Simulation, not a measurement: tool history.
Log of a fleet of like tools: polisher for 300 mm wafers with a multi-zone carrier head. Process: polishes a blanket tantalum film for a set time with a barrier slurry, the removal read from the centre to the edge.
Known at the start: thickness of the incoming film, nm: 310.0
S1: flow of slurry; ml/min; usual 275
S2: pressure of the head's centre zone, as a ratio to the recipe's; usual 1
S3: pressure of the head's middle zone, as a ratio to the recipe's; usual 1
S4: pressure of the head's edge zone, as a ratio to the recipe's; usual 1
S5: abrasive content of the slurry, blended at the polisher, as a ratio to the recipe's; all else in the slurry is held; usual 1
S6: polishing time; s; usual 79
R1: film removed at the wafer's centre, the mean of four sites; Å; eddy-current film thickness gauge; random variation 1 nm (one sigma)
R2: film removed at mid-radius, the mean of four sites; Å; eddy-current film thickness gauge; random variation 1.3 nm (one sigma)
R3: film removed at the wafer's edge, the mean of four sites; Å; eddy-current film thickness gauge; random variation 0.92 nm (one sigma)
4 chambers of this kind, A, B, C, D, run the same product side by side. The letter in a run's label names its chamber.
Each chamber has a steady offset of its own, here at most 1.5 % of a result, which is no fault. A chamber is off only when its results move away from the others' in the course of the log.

run	hour	S1	S2	S3	S4	S5	S6	R1	R2	R3
1B	4.4	275	1	1	1	1	79	1163.4	1134.7	1103.5
2D	8.8	275	1	1	1	1	79	1131.4	1126	1118.1
# hour 12.6: chamber D: worn pad replaced by a new one
3A	14.4	275	1	1	1	1	79	1116.5	1128.5	1113.3
# hour 15.6: chamber D: centre zone pressure recalibrated
4C	18.2	275	1	1	1	1	79	1151.2	1115.1	1130.5
5B	23.8	275	1	1.07	1	1.3	79	1235.6	1263.3	1211.1
6C	28.3	275	1	1.07	1	1.3	79	1207.8	1271.3	1217.1
7D	32.8	275	1	1.07	1	1.3	79	1186.7	1284.7	1213.6
8A	38.9	275	1	1.07	1	1.3	79	1208.4	1284.9	1192.4
9C	44.4	275	1	1	1	1	79	1123.6	1113	1116.2
10B	47.4	275	1	1	1	1	79	1141.3	1138.3	1121.3
11A	50.8	275	1	1	1	1	79	1142.1	1146	1110
12D	55	275	1	1	1	1	79	1130.9	1137.7	1117
# hour 56.5: chamber B: worn pad replaced by a new one
13A	58.2	275	1	1	1	1	79	1114.7	1126.4	1111.2
# hour 61: chamber A: worn pad replaced by a new one
14D	62.4	275	1	1	1	1	79	1104	1127.8	1136.5
15B	67.8	275	1	1	1	1	79	1147.9	1125.2	1132.3
16C	73.7	325	1	1	1	0.9	79	1085.7	1072	1077.9
17D	76.5	325	1	1	1	0.9	79	1103.9	1121.6	1098.1
18C	82.2	325	1	1	1	0.9	79	1073.1	1077.3	1071.5
# hour 84.6: chamber D: worn pad replaced by a new one
19B	88.4	325	1	1	1	0.9	79	1120.6	1120.2	1103.2
# hour 91.8: chamber B: centre zone pressure recalibrated
20A	93.2	275	1	1	1	1	79	1123.6	1113.7	1101.7
21B	98.5	275	1	1	1	1	79	1129	1151.6	1108.4
22A	103	275	1	1	1	1	79	1137.6	1123.6	1107.2
23D	107.7	275	1	1	1	1	79	1120.2	1108.5	1131.2
24C	111.3	275	1	1	1	1	79	1054.4	1055	1055.2
# hour 112.5: chamber B: slurry nozzle cleaned
# hour 114.6: chamber B: worn pad replaced by a new one
25D	115.5	275	1	1	1	1	79	1123.1	1137.5	1130.2
26A	119.3	275	1	1	1	1	79	1133.7	1129.5	1106.2
27C	122.5	275	1	1	1	1	100	1315.7	1299.9	1327.8
28B	126.4	275	1	1	1	1	100	1421.9	1403.7	1430.4

Next, every chamber runs the same settings. What will each give?
29A	130.9	275	1	1	1.1	1	79	?	?	?
29B	130.9	275	1	1	1.1	1	79	?	?	?
29C	130.9	275	1	1	1.1	1	79	?	?	?
29D	130.9	275	1	1	1.1	1	79	?	?	?

run	R1	R2	R3
29A	1126.6	1127.5	1179.1
29B	1151.5	1115.2	1187.6
29C	1049.6	1046.9	1108.4
29D	1110.5	1147.4	1177.8

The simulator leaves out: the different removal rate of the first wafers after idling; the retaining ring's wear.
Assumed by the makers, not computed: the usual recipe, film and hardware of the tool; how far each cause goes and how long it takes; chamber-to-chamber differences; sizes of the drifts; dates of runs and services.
